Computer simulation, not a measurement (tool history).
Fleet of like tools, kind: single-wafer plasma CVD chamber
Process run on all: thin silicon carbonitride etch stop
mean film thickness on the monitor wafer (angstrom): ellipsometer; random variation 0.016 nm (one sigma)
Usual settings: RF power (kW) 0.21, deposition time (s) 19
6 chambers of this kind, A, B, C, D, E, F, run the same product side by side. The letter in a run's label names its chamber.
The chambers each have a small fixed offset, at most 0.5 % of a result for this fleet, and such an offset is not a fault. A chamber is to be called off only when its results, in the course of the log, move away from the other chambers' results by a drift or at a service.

run,day,RF power (kW),deposition time (s),"read-back reference wafer on the same gauge, thickness_nm",mean film thickness on the monitor wafer (angstrom)
1F,0.125,0.21,19,11.203,110.05
2A,0.317,0.21,19,11.202,110.17
3E,0.579,0.21,19,11.204,110.01
4C,0.858,0.21,19,11.207,110.1
5D,1.008,0.21,19,11.208,110.75
# day 1.142: chamber E: thermocouple changed; heater temperature recalibrated
6B,1.225,0.21,19,11.205,109.76
7A,1.4,0.21,19,11.215,110.01
8E,1.558,0.235,19,11.212,114.02
9B,1.746,0.235,19,11.212,113.17
10D,2.025,0.235,19,11.22,114.34
11F,2.225,0.235,19,11.219,114.29
12C,2.488,0.235,19,11.221,114.36
13A,2.733,0.235,19,11.221,114.28
14C,2.912,0.21,19,11.225,110.24
15E,3.192,0.21,19,11.232,110.2
16B,3.383,0.21,19,11.225,109.87
17F,3.617,0.21,19,11.228,110.38
18D,3.833,0.21,22.6,11.233,131.25
19A,4.021,0.21,22.6,11.236,131.31
20B,4.179,0.21,22.6,11.234,130.45
21F,4.421,0.21,22.6,11.234,131.28
22D,4.554,0.21,22.6,11.237,131.76
23C,4.708,0.21,22.6,11.24,131.72
24E,4.962,0.21,19,11.24,110.41
25B,5.108,0.21,19,11.24,110.04
26E,5.229,0.21,19,11.242,110.44
27A,5.362,0.21,19,11.246,110.85
28F,5.562,0.21,19,11.246,110.31
29D,5.771,0.21,19,11.249,110.66
30C,5.983,0.21,19,11.244,110.83
31E,6.154,0.21,19,11.25,110.56
32F,6.333,0.21,19,11.25,110.59
33B,6.479,0.21,19,11.252,110.17
34D,6.696,0.21,19,11.255,110.78
35C,6.908,0.21,22,11.258,128.4
36A,7.154,0.21,22,11.256,128.65
37C,7.371,0.21,22,11.262,128.06
38A,7.638,0.21,22,11.265,128.3

Next, every chamber runs the same settings. What will each give?
39A,7.838,0.21,19,,?
39B,7.838,0.21,19,,?
39C,7.838,0.21,19,,?
39D,7.838,0.21,19,,?
39E,7.838,0.21,19,,?
39F,7.838,0.21,19,,?

run,mean film thickness on the monitor wafer (angstrom)
39A,110.58
39B,110.31
39C,111.24
39D,110.8
39E,110.66
39F,110.58
